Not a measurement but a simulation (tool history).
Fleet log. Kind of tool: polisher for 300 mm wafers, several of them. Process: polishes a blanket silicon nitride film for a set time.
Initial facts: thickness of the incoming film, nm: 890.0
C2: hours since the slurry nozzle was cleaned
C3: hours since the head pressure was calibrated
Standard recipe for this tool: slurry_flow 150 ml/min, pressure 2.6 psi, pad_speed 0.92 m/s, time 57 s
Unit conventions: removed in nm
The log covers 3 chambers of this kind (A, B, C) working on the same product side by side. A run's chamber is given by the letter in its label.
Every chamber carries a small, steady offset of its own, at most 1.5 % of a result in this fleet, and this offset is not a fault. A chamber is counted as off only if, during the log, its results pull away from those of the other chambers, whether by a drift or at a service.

-- hour=1.1 chamber A: worn pad replaced by a new one
run 1C hour=4.9 | slurry_flow=150 pressure=2.6 pad_speed=0.92 time=57 | wafers_polished_on_this_pad=509 C2=25.4 C3=59.3 | removed=62.384
-- hour=6.1 chamber B: worn pad replaced by a new one
run 2B hour=8.8 | slurry_flow=150 pressure=2.6 pad_speed=0.92 time=57 | wafers_polished_on_this_pad=37 C2=119.6 C3=375.5 | removed=63.375
run 3A hour=11.7 | slurry_flow=150 pressure=2.6 pad_speed=0.92 time=57 | wafers_polished_on_this_pad=142 C2=567.3 C3=63.1 | removed=63.011
run 4B hour=14.5 | slurry_flow=150 pressure=2.6 pad_speed=0.92 time=57 | wafers_polished_on_this_pad=113 C2=125.3 C3=381.2 | removed=64.101
run 5A hour=18 | slurry_flow=150 pressure=2.6 pad_speed=0.92 time=57 | wafers_polished_on_this_pad=226 C2=573.6 C3=69.4 | removed=63.307
-- hour=20 chamber A: slurry nozzle cleaned
run 6C hour=21.5 | slurry_flow=150 pressure=2.6 pad_speed=0.92 time=57 | wafers_polished_on_this_pad=731 C2=42 C3=75.9 | removed=62.524
run 7C hour=26.7 | slurry_flow=150 pressure=2.6 pad_speed=0.92 time=57 | wafers_polished_on_this_pad=801 C2=47.2 C3=81.1 | removed=60.608
run 8B hour=32.1 | slurry_flow=120 pressure=2.6 pad_speed=0.92 time=57 | wafers_polished_on_this_pad=349 C2=142.9 C3=398.8 | removed=61.039
run 9A hour=34.6 | slurry_flow=120 pressure=2.6 pad_speed=0.92 time=57 | wafers_polished_on_this_pad=448 C2=14.6 C3=86 | removed=60.043
run 10C hour=38.2 | slurry_flow=120 pressure=2.6 pad_speed=0.92 time=57 | wafers_polished_on_this_pad=955 C2=58.7 C3=92.6 | removed=58.519
run 11B hour=42.6 | slurry_flow=150 pressure=2.6 pad_speed=0.92 time=57 | wafers_polished_on_this_pad=489 C2=153.4 C3=409.3 | removed=63.438
run 12A hour=45.2 | slurry_flow=150 pressure=2.6 pad_speed=0.92 time=57 | wafers_polished_on_this_pad=590 C2=25.2 C3=96.6 | removed=63.36
run 13C hour=48.8 | slurry_flow=150 pressure=2.6 pad_speed=0.82 time=57 | wafers_polished_on_this_pad=1097 C2=69.3 C3=103.2 | removed=55.069
run 14B hour=53.4 | slurry_flow=150 pressure=2.6 pad_speed=0.82 time=57 | wafers_polished_on_this_pad=634 C2=164.2 C3=420.1 | removed=58.047
run 15A hour=58.4 | slurry_flow=150 pressure=2.6 pad_speed=0.82 time=57 | wafers_polished_on_this_pad=767 C2=38.4 C3=109.8 | removed=57.852
run 16B hour=62.9 | slurry_flow=150 pressure=2.6 pad_speed=0.92 time=57 | wafers_polished_on_this_pad=761 C2=173.7 C3=429.6 | removed=63.076
run 17A hour=66.3 | slurry_flow=150 pressure=2.6 pad_speed=0.92 time=57 | wafers_polished_on_this_pad=872 C2=46.3 C3=117.7 | removed=62.739
run 18C hour=71 | slurry_flow=150 pressure=2.6 pad_speed=0.68 time=72 | wafers_polished_on_this_pad=1394 C2=91.5 C3=125.4 | removed=56.919
run 19C hour=76.4 | slurry_flow=150 pressure=2.6 pad_speed=0.68 time=72 | wafers_polished_on_this_pad=1466 C2=96.9 C3=130.8 | removed=56.354
run 20A hour=81 | slurry_flow=150 pressure=2.6 pad_speed=0.68 time=72 | wafers_polished_on_this_pad=1069 C2=61 C3=132.4 | removed=62.576

For the next run the whole fleet of 3 chambers uses the same settings. Give each chamber's results:
run 21A hour=85.1 | slurry_flow=150 pressure=2.6 pad_speed=0.92 time=57 | removed=?
run 21B hour=85.1 | slurry_flow=150 pressure=2.6 pad_speed=0.92 time=57 | removed=?
run 21C hour=85.1 | slurry_flow=150 pressure=2.6 pad_speed=0.92 time=57 | removed=?

run=21A removed=62.73
run=21B removed=63.309
run=21C removed=56.163

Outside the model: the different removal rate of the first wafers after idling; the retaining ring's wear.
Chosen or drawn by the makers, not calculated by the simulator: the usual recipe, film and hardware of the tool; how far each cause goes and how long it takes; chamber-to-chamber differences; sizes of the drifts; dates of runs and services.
